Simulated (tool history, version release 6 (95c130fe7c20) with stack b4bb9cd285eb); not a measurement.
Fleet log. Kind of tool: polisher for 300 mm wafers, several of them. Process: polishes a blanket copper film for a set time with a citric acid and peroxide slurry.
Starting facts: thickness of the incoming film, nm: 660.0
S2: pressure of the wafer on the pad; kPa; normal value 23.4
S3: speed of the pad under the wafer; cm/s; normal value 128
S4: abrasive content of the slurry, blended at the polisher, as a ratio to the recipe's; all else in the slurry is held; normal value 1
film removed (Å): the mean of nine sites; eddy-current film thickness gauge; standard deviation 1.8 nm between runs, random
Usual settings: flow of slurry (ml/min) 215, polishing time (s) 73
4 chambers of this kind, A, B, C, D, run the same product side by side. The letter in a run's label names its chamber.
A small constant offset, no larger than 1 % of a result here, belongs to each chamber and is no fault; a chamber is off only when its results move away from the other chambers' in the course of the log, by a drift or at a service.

{"hour": 11.4, "done": "chamber C: slurry nozzle cleaned"}
{"run": "1A", "hour": 13.6, "flow of slurry (ml/min)": 215, "S2": 23.4, "S3": 128, "S4": 1, "polishing time (s)": 73, "film removed (Å)": 2009.1}
{"run": "2B", "hour": 21.0, "flow of slurry (ml/min)": 215, "S2": 23.4, "S3": 128, "S4": 1, "polishing time (s)": 73, "film removed (Å)": 2056.1}
{"hour": 23.5, "done": "chamber A: worn pad replaced by a new one"}
{"run": "3D", "hour": 32.6, "flow of slurry (ml/min)": 215, "S2": 23.4, "S3": 128, "S4": 1, "polishing time (s)": 73, "film removed (Å)": 2027.8}
{"run": "4C", "hour": 44.3, "flow of slurry (ml/min)": 215, "S2": 23.4, "S3": 128, "S4": 1, "polishing time (s)": 73, "film removed (Å)": 2015.3}
{"run": "5A", "hour": 57.6, "flow of slurry (ml/min)": 215, "S2": 23.4, "S3": 128, "S4": 1, "polishing time (s)": 73, "film removed (Å)": 2039.5}
{"hour": 60.1, "done": "chamber C: head pressure recalibrated"}
{"hour": 62.6, "done": "chamber C: worn pad replaced by a new one"}
{"run": "6D", "hour": 73.7, "flow of slurry (ml/min)": 165, "S2": 23.4, "S3": 162, "S4": 1, "polishing time (s)": 73, "film removed (Å)": 2471.5}
{"hour": 80.9, "done": "chamber D: worn pad replaced by a new one"}
{"hour": 82.1, "done": "chamber B: worn pad replaced by a new one"}
{"hour": 84.6, "done": "chamber D: slurry blender recalibrated"}
{"run": "7B", "hour": 86.3, "flow of slurry (ml/min)": 165, "S2": 23.4, "S3": 162, "S4": 1, "polishing time (s)": 73, "film removed (Å)": 2473.8}
{"hour": 93.4, "done": "chamber B: slurry blender recalibrated"}
{"hour": 97.2, "done": "chamber A: slurry blender recalibrated"}
{"run": "8C", "hour": 100.6, "flow of slurry (ml/min)": 165, "S2": 23.4, "S3": 162, "S4": 1, "polishing time (s)": 73, "film removed (Å)": 2451}
{"hour": 102.1, "done": "chamber D: slurry nozzle cleaned"}
{"run": "9A", "hour": 108.5, "flow of slurry (ml/min)": 165, "S2": 23.4, "S3": 162, "S4": 1, "polishing time (s)": 73, "film removed (Å)": 2469.6}
{"run": "10B", "hour": 120.5, "flow of slurry (ml/min)": 215, "S2": 23.4, "S3": 128, "S4": 1, "polishing time (s)": 73, "film removed (Å)": 2009.9}
{"run": "11C", "hour": 128.5, "flow of slurry (ml/min)": 215, "S2": 23.4, "S3": 128, "S4": 1, "polishing time (s)": 73, "film removed (Å)": 2009}
{"run": "12D", "hour": 142.3, "flow of slurry (ml/min)": 215, "S2": 23.4, "S3": 128, "S4": 1, "polishing time (s)": 73, "film removed (Å)": 2038.8}
{"run": "13B", "hour": 151.0, "flow of slurry (ml/min)": 215, "S2": 23.4, "S3": 128, "S4": 1, "polishing time (s)": 73, "film removed (Å)": 2065.4}
{"run": "14A", "hour": 163.4, "flow of slurry (ml/min)": 215, "S2": 23.4, "S3": 128, "S4": 1, "polishing time (s)": 73, "film removed (Å)": 2030.7}
{"hour": 165.6, "done": "chamber A: worn pad replaced by a new one"}
{"run": "15D", "hour": 173.3, "flow of slurry (ml/min)": 215, "S2": 23.4, "S3": 128, "S4": 1, "polishing time (s)": 73, "film removed (Å)": 2007.8}
{"run": "16C", "hour": 183.6, "flow of slurry (ml/min)": 215, "S2": 23.4, "S3": 128, "S4": 1, "polishing time (s)": 73, "film removed (Å)": 2041.4}
{"hour": 193.2, "done": "chamber D: worn pad replaced by a new one"}
{"run": "17B", "hour": 195.9, "flow of slurry (ml/min)": 215, "S2": 23.4, "S3": 128, "S4": 1, "polishing time (s)": 73, "film removed (Å)": 2029.4}
{"hour": 199.5, "done": "chamber D: head pressure recalibrated"}
{"hour": 208.3, "done": "chamber B: worn pad replaced by a new one"}
{"run": "18A", "hour": 209.3, "flow of slurry (ml/min)": 215, "S2": 23.4, "S3": 128, "S4": 0.7, "polishing time (s)": 73, "film removed (Å)": 1878}
{"hour": 212.6, "done": "chamber C: slurry blender recalibrated"}
{"hour": 222.2, "done": "chamber C: worn pad replaced by a new one"}
{"run": "19C", "hour": 223.8, "flow of slurry (ml/min)": 215, "S2": 23.4, "S3": 128, "S4": 0.7, "polishing time (s)": 73, "film removed (Å)": 1914.7}
{"run": "20D", "hour": 231.0, "flow of slurry (ml/min)": 215, "S2": 23.4, "S3": 128, "S4": 0.7, "polishing time (s)": 73, "film removed (Å)": 2094.7}
{"hour": 232.8, "done": "chamber A: slurry blender recalibrated"}
{"run": "21B", "hour": 245.5, "flow of slurry (ml/min)": 215, "S2": 23.4, "S3": 128, "S4": 0.7, "polishing time (s)": 73, "film removed (Å)": 1908.1}
{"hour": 248.9, "done": "chamber D: slurry blender recalibrated"}
{"run": "22C", "hour": 259.5, "flow of slurry (ml/min)": 190, "S2": 23.4, "S3": 128, "S4": 0.75, "polishing time (s)": 73, "film removed (Å)": 1902.4}
{"run": "23D", "hour": 275.6, "flow of slurry (ml/min)": 190, "S2": 23.4, "S3": 128, "S4": 0.75, "polishing time (s)": 73, "film removed (Å)": 2075.1}
{"hour": 286.9, "done": "chamber B: slurry blender recalibrated"}
{"run": "24A", "hour": 289.1, "flow of slurry (ml/min)": 190, "S2": 23.4, "S3": 128, "S4": 0.75, "polishing time (s)": 73, "film removed (Å)": 1897.9}
{"hour": 300.3, "done": "chamber D: worn pad replaced by a new one"}
{"run": "25D", "hour": 302.8, "flow of slurry (ml/min)": 190, "S2": 23.4, "S3": 128, "S4": 0.75, "polishing time (s)": 73, "film removed (Å)": 2116.2}
{"hour": 312.9, "done": "chamber A: worn pad replaced by a new one"}
{"run": "26A", "hour": 319.3, "flow of slurry (ml/min)": 215, "S2": 23.4, "S3": 108, "S4": 1, "polishing time (s)": 73, "film removed (Å)": 1731.1}
{"hour": 331.7, "done": "chamber B: worn pad replaced by a new one"}
{"run": "27C", "hour": 333.4, "flow of slurry (ml/min)": 215, "S2": 23.4, "S3": 108, "S4": 1, "polishing time (s)": 73, "film removed (Å)": 1711.2}
{"hour": 335.0, "done": "chamber B: slurry nozzle cleaned"}
{"run": "28B", "hour": 342.7, "flow of slurry (ml/min)": 215, "S2": 23.4, "S3": 108, "S4": 1, "polishing time (s)": 73, "film removed (Å)": 1748.2}
{"hour": 349.8, "done": "chamber C: head pressure recalibrated"}
{"run": "29B", "hour": 352.6, "flow of slurry (ml/min)": 215, "S2": 23.4, "S3": 108, "S4": 1, "polishing time (s)": 73, "film removed (Å)": 1741.3}
{"hour": 353.6, "done": "chamber C: slurry nozzle cleaned"}
{"run": "30C", "hour": 364.0, "flow of slurry (ml/min)": 215, "S2": 23.4, "S3": 128, "S4": 1, "polishing time (s)": 73, "film removed (Å)": 2052.7}
{"run": "31A", "hour": 371.3, "flow of slurry (ml/min)": 215, "S2": 23.4, "S3": 128, "S4": 1, "polishing time (s)": 73, "film removed (Å)": 2050}
{"hour": 375.2, "done": "chamber A: slurry blender recalibrated"}
{"run": "32D", "hour": 382.5, "flow of slurry (ml/min)": 215, "S2": 23.4, "S3": 128, "S4": 1, "polishing time (s)": 73, "film removed (Å)": 2258.1}
{"hour": 398.3, "done": "chamber C: worn pad replaced by a new one"}
{"run": "33A", "hour": 399.2, "flow of slurry (ml/min)": 215, "S2": 23.4, "S3": 128, "S4": 1, "polishing time (s)": 73, "film removed (Å)": 2026.3}
{"hour": 410.1, "done": "chamber D: slurry blender recalibrated"}
{"run": "34B", "hour": 413.4, "flow of slurry (ml/min)": 215, "S2": 23.4, "S3": 128, "S4": 1, "polishing time (s)": 73, "film removed (Å)": 2071.7}
{"run": "35D", "hour": 426.3, "flow of slurry (ml/min)": 215, "S2": 23.4, "S3": 128, "S4": 1, "polishing time (s)": 73, "film removed (Å)": 2239.3}
{"hour": 437.7, "done": "chamber D: worn pad replaced by a new one"}
{"run": "36C", "hour": 441.6, "flow of slurry (ml/min)": 215, "S2": 23.4, "S3": 128, "S4": 1, "polishing time (s)": 73, "film removed (Å)": 2018.3}
{"hour": 445.7, "done": "chamber C: slurry blender recalibrated"}
{"run": "37C", "hour": 456.0, "flow of slurry (ml/min)": 215, "S2": 23.4, "S3": 128, "S4": 1, "polishing time (s)": 73, "film removed (Å)": 2026.3}
{"hour": 465.9, "done": "chamber B: worn pad replaced by a new one"}
{"run": "38D", "hour": 471.1, "flow of slurry (ml/min)": 215, "S2": 23.4, "S3": 128, "S4": 1, "polishing time (s)": 73, "film removed (Å)": 2267.4}
{"run": "39B", "hour": 482.4, "flow of slurry (ml/min)": 215, "S2": 23.4, "S3": 128, "S4": 1, "polishing time (s)": 73, "film removed (Å)": 2047.4}

Is one chamber out of step, is the gauge drifting, or do the chambers differ by no more than their own small offsets? For an off chamber, give its letter and the likeliest cause.

Chamber D has stood off from the others ever since a service on it.
Most likely cause: head's pressure above its setpoint, % = 11.6.

Chamber D could run next with any of the 4 candidate recipes listed below; each alters the usual settings, and their results appear as question marks. Which one brings its results back in line with what the other chambers deliver on the usual settings?
In-line tolerance around the mean of the other chambers on the usual settings: film removed (Å) 63
{"run": "40D-1", "hour": 494.3, "flow of slurry (ml/min)": 220, "S2": 26.2, "S3": 142, "S4": 1, "polishing time (s)": 73, "film removed (Å)": "?"}
{"run": "40D-2", "hour": 494.3, "flow of slurry (ml/min)": 215, "S2": 24.8, "S3": 134, "S4": 1, "polishing time (s)": 73, "film removed (Å)": "?"}
{"run": "40D-3", "hour": 494.3, "flow of slurry (ml/min)": 215, "S2": 23.4, "S3": 122, "S4": 1, "polishing time (s)": 69, "film removed (Å)": "?"}
{"run": "40D-4", "hour": 494.3, "flow of slurry (ml/min)": 215, "S2": 23.4, "S3": 128, "S4": 1, "polishing time (s)": 59, "film removed (Å)": "?"}

Other chambers, usual settings, mean: film removed (Å) 2035.9
run=40D-1 film_removed_(Å)=2803.3
run=40D-2 film_removed_(Å)=2505.9
run=40D-3 film_removed_(Å)=2044.7
run=40D-4 film_removed_(Å)=1832.1
40D-3 is the one that brings the chamber's results back in line with the other chambers.

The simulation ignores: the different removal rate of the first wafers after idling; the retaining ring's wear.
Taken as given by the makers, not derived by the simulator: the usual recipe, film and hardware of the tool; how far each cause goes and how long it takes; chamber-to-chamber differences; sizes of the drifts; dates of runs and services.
